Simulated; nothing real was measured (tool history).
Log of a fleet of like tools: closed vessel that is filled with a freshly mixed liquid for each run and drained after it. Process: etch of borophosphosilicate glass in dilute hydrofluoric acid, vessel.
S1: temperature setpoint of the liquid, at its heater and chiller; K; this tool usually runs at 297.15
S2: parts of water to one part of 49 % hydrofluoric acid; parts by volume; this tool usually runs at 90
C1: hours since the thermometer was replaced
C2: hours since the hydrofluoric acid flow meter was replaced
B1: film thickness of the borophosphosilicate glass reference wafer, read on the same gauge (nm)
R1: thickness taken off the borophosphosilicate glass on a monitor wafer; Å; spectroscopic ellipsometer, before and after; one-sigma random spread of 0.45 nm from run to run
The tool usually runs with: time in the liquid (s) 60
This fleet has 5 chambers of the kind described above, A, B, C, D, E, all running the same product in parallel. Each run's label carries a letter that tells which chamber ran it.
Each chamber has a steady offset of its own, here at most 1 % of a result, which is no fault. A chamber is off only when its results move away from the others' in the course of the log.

run 1D hour=13.3 | S1=297.15 S2=90 time_in_the_liquid_(s)=60 | C1=296.6 C2=231.2 | B1=140.01 | R1=520.61
-- hour=17.9 chamber A: thermometer replaced
run 2B hour=25.9 | S1=297.15 S2=90 time_in_the_liquid_(s)=60 | C1=331.7 C2=85.7 | B1=140.01 | R1=510.97
run 3E hour=33.0 | S1=297.15 S2=90 time_in_the_liquid_(s)=60 | C1=666.0 C2=348.2 | B1=139.99 | R1=517.88
run 4C hour=45.4 | S1=297.15 S2=90 time_in_the_liquid_(s)=60 | C1=748.4 C2=485.1 | B1=140.03 | R1=503.86
run 5A hour=56.3 | S1=297.15 S2=90 time_in_the_liquid_(s)=60 | C1=38.4 C2=912.7 | B1=140.01 | R1=512.95
run 6A hour=69.5 | S1=297.15 S2=90 time_in_the_liquid_(s)=60 | C1=51.6 C2=925.9 | B1=140.01 | R1=518.81
run 7E hour=75.9 | S1=297.15 S2=90 time_in_the_liquid_(s)=60 | C1=708.9 C2=391.1 | B1=139.98 | R1=507.26
run 8D hour=85.7 | S1=297.15 S2=90 time_in_the_liquid_(s)=60 | C1=369.0 C2=303.6 | B1=140.03 | R1=517.73
run 9C hour=93.0 | S1=297.15 S2=90 time_in_the_liquid_(s)=60 | C1=796.0 C2=532.7 | B1=140.03 | R1=510.56
run 10B hour=103.5 | S1=299.15 S2=90 time_in_the_liquid_(s)=95 | C1=409.3 C2=163.3 | B1=139.97 | R1=877.72
run 11B hour=112.7 | S1=299.15 S2=90 time_in_the_liquid_(s)=95 | C1=418.5 C2=172.5 | B1=140.02 | R1=884.93
run 12E hour=118.9 | S1=299.15 S2=90 time_in_the_liquid_(s)=95 | C1=751.9 C2=434.1 | B1=139.98 | R1=885.17
run 13D hour=130.9 | S1=299.15 S2=90 time_in_the_liquid_(s)=95 | C1=414.2 C2=348.8 | B1=139.99 | R1=880.69
run 14C hour=141.1 | S1=299.15 S2=90 time_in_the_liquid_(s)=95 | C1=844.1 C2=580.8 | B1=139.99 | R1=871.76
run 15A hour=152.6 | S1=297.15 S2=90 time_in_the_liquid_(s)=60 | C1=134.7 C2=1009.0 | B1=140.00 | R1=515.16
-- hour=156.7 chamber E: thermometer replaced
run 16D hour=159.7 | S1=297.15 S2=90 time_in_the_liquid_(s)=35 | C1=443.0 C2=377.6 | B1=140.00 | R1=299.43
run 17C hour=169.0 | S1=297.15 S2=90 time_in_the_liquid_(s)=35 | C1=872.0 C2=608.7 | B1=140.01 | R1=298.41
run 18B hour=180.1 | S1=297.15 S2=90 time_in_the_liquid_(s)=35 | C1=485.9 C2=239.9 | B1=140.00 | R1=305.65
run 19A hour=192.9 | S1=297.15 S2=90 time_in_the_liquid_(s)=35 | C1=175.0 C2=1049.3 | B1=139.99 | R1=302.88
run 20E hour=199.7 | S1=297.15 S2=90 time_in_the_liquid_(s)=35 | C1=43.1 C2=514.9 | B1=140.01 | R1=296.19
run 21A hour=208.8 | S1=297.15 S2=90 time_in_the_liquid_(s)=60 | C1=190.9 C2=1065.2 | B1=140.01 | R1=520.28
run 22B hour=215.6 | S1=297.15 S2=90 time_in_the_liquid_(s)=60 | C1=521.4 C2=275.4 | B1=140.00 | R1=520.88
run 23E hour=222.1 | S1=297.15 S2=90 time_in_the_liquid_(s)=60 | C1=65.5 C2=537.3 | B1=140.01 | R1=516.90
run 24D hour=234.9 | S1=297.15 S2=90 time_in_the_liquid_(s)=60 | C1=518.2 C2=452.8 | B1=140.00 | R1=513.91
run 25C hour=248.2 | S1=297.15 S2=90 time_in_the_liquid_(s)=60 | C1=951.2 C2=687.9 | B1=139.99 | R1=513.83
run 26A hour=257.6 | S1=297.15 S2=90 time_in_the_liquid_(s)=60 | C1=239.7 C2=1114.0 | B1=139.96 | R1=517.06
run 27E hour=267.6 | S1=297.15 S2=90 time_in_the_liquid_(s)=60 | C1=111.0 C2=582.8 | B1=140.04 | R1=508.71
run 28C hour=278.3 | S1=297.15 S2=90 time_in_the_liquid_(s)=60 | C1=981.3 C2=718.0 | B1=140.03 | R1=509.29
run 29B hour=291.1 | S1=297.15 S2=90 time_in_the_liquid_(s)=60 | C1=596.9 C2=350.9 | B1=140.03 | R1=548.84
run 30D hour=303.3 | S1=297.15 S2=90 time_in_the_liquid_(s)=60 | C1=586.6 C2=521.2 | B1=139.97 | R1=511.21
run 31C hour=313.9 | S1=297.15 S2=90 time_in_the_liquid_(s)=60 | C1=1016.9 C2=753.6 | B1=140.00 | R1=513.75
run 32A hour=319.9 | S1=297.15 S2=90 time_in_the_liquid_(s)=60 | C1=302.0 C2=1176.3 | B1=140.01 | R1=519.40

Predict what each chamber gives when all 5 of them run the settings below next.
run 33A hour=329.8 | S1=297.15 S2=90 time_in_the_liquid_(s)=60 | R1=?
run 33B hour=329.8 | S1=297.15 S2=90 time_in_the_liquid_(s)=60 | R1=?
run 33C hour=329.8 | S1=297.15 S2=90 time_in_the_liquid_(s)=60 | R1=?
run 33D hour=329.8 | S1=297.15 S2=90 time_in_the_liquid_(s)=60 | R1=?
run 33E hour=329.8 | S1=297.15 S2=90 time_in_the_liquid_(s)=60 | R1=?

run=33A R1=512.18
run=33B R1=555.55
run=33C R1=506.52
run=33D R1=511.29
run=33E R1=512.13
